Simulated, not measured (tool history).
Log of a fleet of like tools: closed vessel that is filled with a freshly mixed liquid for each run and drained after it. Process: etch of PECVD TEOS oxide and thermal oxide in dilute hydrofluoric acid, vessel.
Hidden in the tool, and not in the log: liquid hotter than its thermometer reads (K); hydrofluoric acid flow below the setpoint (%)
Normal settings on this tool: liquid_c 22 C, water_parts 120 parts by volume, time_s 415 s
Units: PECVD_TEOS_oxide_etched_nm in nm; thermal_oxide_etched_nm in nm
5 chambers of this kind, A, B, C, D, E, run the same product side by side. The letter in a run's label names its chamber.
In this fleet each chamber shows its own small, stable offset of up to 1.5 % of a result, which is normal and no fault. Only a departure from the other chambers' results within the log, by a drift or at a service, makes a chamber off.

run   hour  liquid_c  water_parts  time_s  hours since the thermometer was replaced  hours since the hydrofluoric acid flow meter was replaced  read-back film thickness of the PECVD TEOS oxide reference wafer, read on the same gauge (nm)  read-back film thickness of the thermal oxide reference wafer, read on the same gauge (nm)  PECVD_TEOS_oxide_etched_nm  thermal_oxide_etched_nm
 1D    5.3        22          120     415                                     340.7                                                       40.4                                                                                         50.024                                                                                      109.99                      36.091                    15.71
 2E   12.9        22          120     415                                      2522                                                      514.8                                                                                         50.001                                                                                         110                      36.301                   15.359
 3A   19.5        22          120     415                                    1003.5                                                      681.7                                                                                         49.996                                                                                      110.02                      36.368                   15.629
 4B   29.1        22          120     415                                     215.3                                                     1810.3                                                                                         50.056                                                                                      110.01                      35.438                   15.557
      31.7  -- chamber A: hydrofluoric acid flow meter replaced
 5C   35.7        22          120     415                                    1299.5                                                      627.3                                                                                         50.012                                                                                      110.01                      36.058                   15.519
 6E   43.6        22          120     415                                    2552.7                                                      545.5                                                                                         49.987                                                                                      109.99                      36.258                   15.791
 7B   51.9        22          120     415                                     238.1                                                     1833.1                                                                                         50.003                                                                                         110                      35.641                   15.819
 8D   61.7        20           90     415                                     397.1                                                       96.8                                                                                         49.967                                                                                      110.01                      46.108                   19.905
        65  -- chamber B: hydrofluoric acid flow meter replaced
 9C   71.5        20           90     415                                    1335.3                                                      663.1                                                                                         50.014                                                                                      109.99                      46.177                   20.184
10A   79.7        20           90     415                                    1063.7                                                         48                                                                                         50.015                                                                                         110                      46.687                   20.273
11C   85.4        20           90     415                                    1349.2                                                        677                                                                                         50.027                                                                                         110                      46.389                   19.932
12D   95.9        20           90     415                                     431.3                                                        131                                                                                         49.998                                                                                         110                       45.52                   20.056
13B  102.8        22          120     415                                       289                                                       37.9                                                                                         49.967                                                                                      110.01                      35.343                   15.919
14E  110.9        22          120     415                                      2620                                                      612.8                                                                                         49.998                                                                                      109.99                      35.686                   15.787
15A  115.8        22          120     415                                    1099.8                                                       84.1                                                                                         50.026                                                                                      109.99                      36.307                   15.806
16D  120.5        22          120     415                                     455.9                                                      155.6                                                                                         50.011                                                                                         110                      35.806                   15.849
     123.4  -- chamber E: thermometer replaced
17B  126.6        22          100     335                                     312.8                                                       61.7                                                                                         50.015                                                                                      110.01                      35.537                    15.89
18E  135.6        22          100     335                                      12.3                                                      637.5                                                                                         50.017                                                                                      109.97                      36.003                   15.344
19C  141.2        22          100     335                                      1405                                                      732.8                                                                                         49.968                                                                                      110.01                      36.204                   15.562
20A  148.8        22          100     335                                    1132.8                                                      117.1                                                                                          49.98                                                                                      110.02                      36.185                   15.897
21A  153.7        22          100     335                                    1137.7                                                        122                                                                                         50.015                                                                                         110                      35.752                   15.741
22B  162.9        22          145     415                                     349.1                                                         98                                                                                         49.993                                                                                      109.99                      28.685                   12.623
23D  168.7        22          145     415                                     504.1                                                      203.8                                                                                         50.001                                                                                      109.99                      29.355                    12.74
24C    178        22          145     415                                    1441.8                                                      769.6                                                                                         49.946                                                                                      109.99                      28.912                   12.378
25E  182.7        22          145     415                                      59.4                                                      684.6                                                                                         49.982                                                                                      109.99                      28.934                   12.564
26E  191.9        22          145     415                                      68.6                                                      693.8                                                                                         50.052                                                                                      110.01                      29.315                   12.506
27A  196.8        22          120     415                                    1180.8                                                      165.1                                                                                         49.994                                                                                      109.99                      36.303                   15.865
28B  203.5        22          120     415                                     389.7                                                      138.6                                                                                         49.983                                                                                      109.99                      35.376                   15.915
     207.5  -- chamber C: thermometer replaced
29D  212.4        22          120     415                                     547.8                                                      247.5                                                                                         49.979                                                                                      110.01                      35.889                   15.861
30C  217.5      19.5          120     415                                        10                                                      809.1                                                                                         50.026                                                                                      109.99                      32.855                   14.164
31D  222.2      19.5          120     415                                     557.6                                                      257.3                                                                                         49.988                                                                                      109.98                      32.312                   14.076
32E  231.3      19.5          120     415                                       108                                                      733.2                                                                                         49.979                                                                                      110.01                       32.83                   14.082
33B  238.4      19.5          120     415                                     424.6                                                      173.5                                                                                          50.01                                                                                         110                      31.812                   13.963
34C    245      19.5          120     415                                      37.5                                                      836.6                                                                                         50.012                                                                                      110.01                      32.536                   14.126
35A  252.2        22          120     415                                    1236.2                                                      220.5                                                                                         49.998                                                                                         110                      36.238                   15.523
36C  257.7      24.5           70     415                                      50.2                                                      849.3                                                                                         49.972                                                                                      110.02                      74.043                   31.642
37E  267.8      24.5           70     415                                     144.5                                                      769.7                                                                                         50.005                                                                                      109.99                      74.747                   32.042
38D  276.3      24.5           70     415                                     611.7                                                      311.4                                                                                         50.027                                                                                         110                      72.839                   31.791
39B  285.8      24.5           70     415                                       472                                                      220.9                                                                                         49.988                                                                                      110.03                      71.877                    31.57
40A  293.2      24.5           70     415                                    1277.2                                                      261.5                                                                                         50.024                                                                                         110                      72.848                   32.395
41A  301.6        22          120     415                                    1285.6                                                      269.9                                                                                         49.985                                                                                      109.98                      36.303                   15.909
42E  308.7        22          120     415                                     185.4                                                      810.6                                                                                         49.982                                                                                      109.99                      36.329                   15.703

Next, all 5 chambers run the settings below, one line each with question marks for the results. What does each chamber give?
43A  316.3        22          100     415                                                                                                                                                                                                                                                                                                                           ?                        ?
43B  316.3        22          100     415                                                                                                                                                                                                                                                                                                                           ?                        ?
43C  316.3        22          100     415                                                                                                                                                                                                                                                                                                                           ?                        ?
43D  316.3        22          100     415                                                                                                                                                                                                                                                                                                                           ?                        ?
43E  316.3        22          100     415                                                                                                                                                                                                                                                                                                                           ?                        ?

run  PECVD_TEOS_oxide_etched_nm  thermal_oxide_etched_nm
43A                       44.42                   19.412
43B                      43.445                   19.799
43C                      44.446                   19.466
43D                      44.625                    19.19
43E                      44.613                   19.526
